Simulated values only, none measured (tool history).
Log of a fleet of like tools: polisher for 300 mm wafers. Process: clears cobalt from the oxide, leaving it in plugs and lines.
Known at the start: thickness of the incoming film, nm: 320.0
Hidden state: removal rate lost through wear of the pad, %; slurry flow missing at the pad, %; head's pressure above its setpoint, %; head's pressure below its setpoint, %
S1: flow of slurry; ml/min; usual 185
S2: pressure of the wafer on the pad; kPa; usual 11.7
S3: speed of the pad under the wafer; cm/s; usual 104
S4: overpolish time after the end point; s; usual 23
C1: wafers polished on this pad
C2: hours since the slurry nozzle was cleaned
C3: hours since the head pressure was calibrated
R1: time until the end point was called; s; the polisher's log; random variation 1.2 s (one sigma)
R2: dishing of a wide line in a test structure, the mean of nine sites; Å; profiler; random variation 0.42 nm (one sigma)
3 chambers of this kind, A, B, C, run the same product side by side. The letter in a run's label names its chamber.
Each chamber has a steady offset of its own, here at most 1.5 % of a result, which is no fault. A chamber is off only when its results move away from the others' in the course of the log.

Run 1B, hour 8.6: usual settings; C1 680; C2 198.5; C3 266.4. Result: R1 69.134 s, R2 286.26 Å.
Run 2C, hour 21.5: usual settings; C1 465; C2 52.5; C3 362.2. Result: R1 69.710 s, R2 289.75 Å.
Run 3A, hour 37.1: usual settings; C1 324; C2 183.8; C3 926.5. Result: R1 69.733 s, R2 287.70 Å.
Run 4B, hour 50.3: usual settings; C1 995; C2 240.2; C3 308.1. Result: R1 69.896 s, R2 283.08 Å.
Run 5A, hour 57.6: usual settings; C1 479; C2 204.3; C3 947.0. Result: R1 69.955 s, R2 294.26 Å.
Run 6C, hour 65.0: usual settings but S3 120 cm/s, S4 13 s; C1 794; C2 96.0; C3 405.7. Result: R1 59.692 s, R2 269.76 Å.
Run 7B, hour 72.6: usual settings but S3 120 cm/s, S4 13 s; C1 1163; C2 262.5; C3 330.4. Result: R1 60.288 s, R2 267.66 Å.
Run 8A, hour 88.4: usual settings but S3 120 cm/s, S4 13 s; C1 711; C2 235.1; C3 977.8. Result: R1 60.501 s, R2 260.57 Å.
At hour 90.0: chamber B: worn pad replaced by a new one.
At hour 90.9: chamber B: head pressure recalibrated.
At hour 92.3: chamber C: worn pad replaced by a new one.
Run 9C, hour 95.7: usual settings; C1 26; C2 126.7; C3 436.4. Result: R1 70.013 s, R2 289.70 Å.
Run 10C, hour 103.8: usual settings; C1 87; C2 134.8; C3 444.5. Result: R1 71.153 s, R2 298.48 Å.
Run 11A, hour 117.5: usual settings; C1 931; C2 264.2; C3 1006.9. Result: R1 67.994 s, R2 290.56 Å.
At hour 119.1: chamber A: worn pad replaced by a new one.
Run 12B, hour 124.7: usual settings but S4 32 s; C1 262; C2 314.6; C3 33.8. Result: R1 70.305 s, R2 295.47 Å.
Run 13C, hour 136.1: usual settings but S4 32 s; C1 331; C2 167.1; C3 476.8. Result: R1 70.232 s, R2 303.61 Å.
Run 14B, hour 147.3: usual settings but S4 32 s; C1 433; C2 337.2; C3 56.4. Result: R1 69.510 s, R2 289.89 Å.
At hour 147.9: chamber C: head pressure recalibrated.
Run 15A, hour 162.3: usual settings; C1 327; C2 309.0; C3 1051.7. Result: R1 70.105 s, R2 288.70 Å.
At hour 163.4: chamber A: head pressure recalibrated.
Run 16C, hour 171.7: usual settings; C1 600; C2 202.7; C3 23.8. Result: R1 67.500 s, R2 287.77 Å.
Run 17A, hour 179.7: usual settings; C1 458; C2 326.4; C3 16.3. Result: R1 69.411 s, R2 282.59 Å.
Run 18B, hour 195.3: usual settings; C1 796; C2 385.2; C3 104.4. Result: R1 70.951 s, R2 289.18 Å.
Run 19C, hour 202.3: usual settings; C1 832; C2 233.3; C3 54.4. Result: R1 68.743 s, R2 295.05 Å.
At hour 212.9: chamber C: worn pad replaced by a new one.
Run 20B, hour 216.0: usual settings but S3 114 cm/s, S4 29 s; C1 952; C2 405.9; C3 125.1. Result: R1 64.274 s, R2 296.99 Å.
Run 21A, hour 230.5: usual settings but S3 114 cm/s, S4 29 s; C1 842; C2 377.2; C3 67.1. Result: R1 62.143 s, R2 297.25 Å.
Run 22B, hour 244.9: usual settings but S3 114 cm/s, S4 29 s; C1 1171; C2 434.8; C3 154.0. Result: R1 63.247 s, R2 298.72 Å.
Run 23C, hour 259.5: usual settings; C1 352; C2 290.5; C3 111.6. Result: R1 69.671 s, R2 284.70 Å.

Is one chamber off against the others, does the gauge drift, or is nothing wrong? If a chamber is off, say which, and what the likeliest cause is.

No chamber stands off beyond its own small offset, and the gauge holds steady.
